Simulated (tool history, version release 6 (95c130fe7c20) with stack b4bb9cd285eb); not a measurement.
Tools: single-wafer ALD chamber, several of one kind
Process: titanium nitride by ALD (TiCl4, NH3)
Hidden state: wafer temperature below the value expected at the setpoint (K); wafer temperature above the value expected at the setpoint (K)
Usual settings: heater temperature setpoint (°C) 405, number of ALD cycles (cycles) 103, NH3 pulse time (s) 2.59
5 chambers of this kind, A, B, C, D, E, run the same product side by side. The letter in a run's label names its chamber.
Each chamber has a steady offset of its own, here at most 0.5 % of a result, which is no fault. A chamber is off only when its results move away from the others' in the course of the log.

run   hour  heater temperature setpoint (°C)  number of ALD cycles (cycles)  NH3 pulse time (s)  hours since the last thermocouple change  read-back reference wafer on the same gauge, thickness_nm  mean film thickness on the monitor wafer (Å)
 1D   14.3                               405                            103                2.59                                    1073.3                                                     2.4201                                        22.917
 2B   27.0                               405                            103                2.59                                     984.5                                                     2.4198                                        22.977
 3C   36.8                               405                            103                2.59                                    1509.9                                                     2.4199                                        22.903
 4A   45.3                               405                            103                2.59                                     705.5                                                     2.4194                                        22.967
      47.3  -- chamber C: thermocouple changed; heater temperature recalibrated
 5E   53.8                               405                            103                2.59                                     982.8                                                     2.4208                                        23.042
 6E   64.2                               405                            103                2.59                                     993.2                                                     2.4212                                        23.108
 7C   78.1                               405                            103                2.59                                      30.8                                                     2.4192                                        22.800
 8B   92.5                               405                            103                2.59                                    1050.0                                                     2.4202                                        23.017
 9A  105.9                               405                            103                2.59                                     766.1                                                     2.4194                                        22.908
10D  112.7                               405                            103                2.59                                    1171.7                                                     2.4205                                        22.917
11A  124.5                               405                            103                2.59                                     784.7                                                     2.4197                                        22.899
12C  134.9                               405                            103                2.59                                      87.6                                                     2.4205                                        22.985
13B  146.5                               417                            103                2.59                                    1104.0                                                     2.4192                                        23.122
14D  158.1                               417                            103                2.59                                    1217.1                                                     2.4195                                        22.816
15E  171.3                               417                            103                2.59                                    1100.3                                                     2.4202                                        23.166
16E  180.6                               417                            103                2.59                                    1109.6                                                     2.4193                                        23.122
17D  193.3                               417                            103                2.59                                    1252.3                                                     2.4195                                        22.884
18C  207.1                               405                            103                2.59                                     159.8                                                     2.4196                                        22.923
19B  214.0                               405                            103                2.59                                    1171.5                                                     2.4204                                        22.999
20A  226.9                               405                            103                2.59                                     887.1                                                     2.4214                                        22.944
21A  233.7                               405                            103                2.59                                     893.9                                                     2.4206                                        22.932
22C  247.4                               405                            103                2.59                                     200.1                                                     2.4205                                        22.963
23B  254.1                               405                            103                2.59                                    1211.6                                                     2.4218                                        22.915
24E  263.3                               405                            103                2.59                                    1192.3                                                     2.4198                                        23.076
25D  275.9                               405                            114                2.59                                    1334.9                                                     2.4200                                        25.321
26A  285.1                               405                            114                2.59                                     945.3                                                     2.4199                                        25.351
27D  292.7                               405                            114                2.59                                    1351.7                                                     2.4201                                        25.366
     301.8  -- chamber D: thermocouple changed; heater temperature recalibrated
28B  304.8                               405                            114                2.59                                    1262.3                                                     2.4190                                        25.531
29C  313.7                               405                            114                2.59                                     266.4                                                     2.4202                                        25.337
30E  323.5                               405                            103                2.59                                    1252.5                                                     2.4189                                        23.130
31B  332.8                               405                            103                2.59                                    1290.3                                                     2.4214                                        23.049
32E  342.9                               405                            103                2.59                                    1271.9                                                     2.4218                                        23.143
33D  354.6                               405                            103                2.59                                      52.9                                                     2.4198                                        22.785
34C  364.1                               405                            103                2.59                                     316.8                                                     2.4201                                        22.971
35A  373.1                               405                            103                2.59                                    1033.3                                                     2.4193                                        22.861
36B  387.3                               405                            103                2.59                                    1344.8                                                     2.4190                                        23.036
     391.6  -- chamber B: thermocouple changed; heater temperature recalibrated
37D  396.0                               405                            103                2.59                                      94.3                                                     2.4198                                        22.876
38A  408.0                               405                            103                2.14                                    1068.2                                                     2.4202                                        22.815
39E  415.1                               405                            103                2.14                                    1344.1                                                     2.4185                                        22.940
40C  425.7                               405                            103                2.14                                     378.4                                                     2.4194                                        22.707
41B  437.3                               405                            103                2.14                                      45.8                                                     2.4200                                        22.863

What goes on in this fleet: one chamber off, a drifting gauge, or nothing beyond the chambers' own small offsets? Name the chamber and the cause, if any.

No chamber stands off beyond its own small offset, and the gauge holds steady.

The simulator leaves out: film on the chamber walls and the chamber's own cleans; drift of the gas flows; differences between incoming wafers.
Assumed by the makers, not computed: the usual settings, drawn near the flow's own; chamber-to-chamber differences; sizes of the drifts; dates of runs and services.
